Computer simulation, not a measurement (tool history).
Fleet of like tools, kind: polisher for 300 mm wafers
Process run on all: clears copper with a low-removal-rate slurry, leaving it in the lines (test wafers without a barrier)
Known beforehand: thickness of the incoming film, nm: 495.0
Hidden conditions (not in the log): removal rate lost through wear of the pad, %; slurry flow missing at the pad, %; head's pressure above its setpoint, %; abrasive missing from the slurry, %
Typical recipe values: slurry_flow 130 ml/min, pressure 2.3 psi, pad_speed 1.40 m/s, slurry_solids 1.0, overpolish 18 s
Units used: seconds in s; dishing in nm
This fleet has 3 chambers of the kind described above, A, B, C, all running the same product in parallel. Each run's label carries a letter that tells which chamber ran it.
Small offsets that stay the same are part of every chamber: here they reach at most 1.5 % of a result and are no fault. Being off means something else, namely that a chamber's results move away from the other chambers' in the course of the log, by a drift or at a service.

run,hour,slurry_flow,pressure,pad_speed,slurry_solids,overpolish,wafers polished on this pad,hours since the slurry nozzle was cleaned,hours since the head pressure was calibrated,hours since the slurry blender was calibrated,seconds,dishing
1B,7.2,130,2.3,1.40,1.0,18,496,551.8,386.7,238.8,131.97,44.869
# hour 11.6: chamber B: slurry blender recalibrated
# hour 15.6: chamber C: worn pad replaced by a new one
2C,15.6,130,2.3,1.40,1.0,18,0,214.3,43.9,239.8,130.78,46.565
3A,21.2,130,2.3,1.40,1.0,18,845,475.4,535.2,64.9,127.02,45.247
4A,28.9,130,2.3,1.40,1.0,18,886,483.1,542.9,72.6,127.36,43.731
5C,35.5,130,2.3,1.40,1.0,18,106,234.2,63.8,259.7,132.13,44.952
6B,43.0,130,2.3,1.40,1.0,18,687,587.6,422.5,31.4,129.56,44.033
7C,47.6,130,1.8,1.40,1.0,18,171,246.3,75.9,271.8,167.68,36.927
8B,51.7,130,1.8,1.40,1.0,18,734,596.3,431.2,40.1,161.10,36.001
9A,56.7,130,1.8,1.40,1.0,18,1034,510.9,570.7,100.4,160.09,36.370
# hour 64.0: chamber A: worn pad replaced by a new one
10A,64.7,175,2.3,1.40,1.0,18,4,518.9,578.7,108.4,121.96,47.507
11B,73.0,175,2.3,1.40,1.0,18,847,617.6,452.5,61.4,123.58,48.216
# hour 78.8: chamber B: slurry nozzle cleaned
12C,81.5,175,2.3,1.40,1.0,18,352,280.2,109.8,305.7,123.13,48.314
13C,85.3,130,2.3,1.74,0.8,18,372,284.0,113.6,309.5,111.55,51.609
# hour 85.4: chamber A: slurry blender recalibrated
14A,89.7,130,2.3,1.74,0.8,18,137,543.9,603.7,4.4,109.10,53.066
15B,96.2,130,2.3,1.74,0.8,18,971,17.5,475.7,84.6,109.35,49.618
# hour 101.9: chamber A: slurry nozzle cleaned
16B,105.0,130,2.3,1.40,1.0,18,1018,26.3,484.5,93.4,126.98,45.338
17C,111.8,100,1.5,1.40,1.0,18,513,310.5,140.1,336.0,228.23,27.834
18A,120.1,100,1.5,1.40,1.0,18,299,18.3,634.1,34.8,203.93,28.985
19A,126.2,100,1.5,1.40,1.0,18,332,24.4,640.2,40.9,203.90,29.178
20C,131.7,130,2.3,1.40,1.0,18,619,330.4,160.0,355.9,139.29,42.999
21B,136.7,130,2.3,1.40,1.0,18,1187,58.0,516.2,125.1,129.96,45.737

Next, all 3 chambers run the settings below, one line each with question marks for the results. What does each chamber give?
22A,143.0,130,2.3,1.40,1.0,23,,,,,?,?
22B,143.0,130,2.3,1.40,1.0,23,,,,,?,?
22C,143.0,130,2.3,1.40,1.0,23,,,,,?,?

run,seconds,dishing
22A,128.68,53.871
22B,129.36,55.019
22C,141.26,53.358
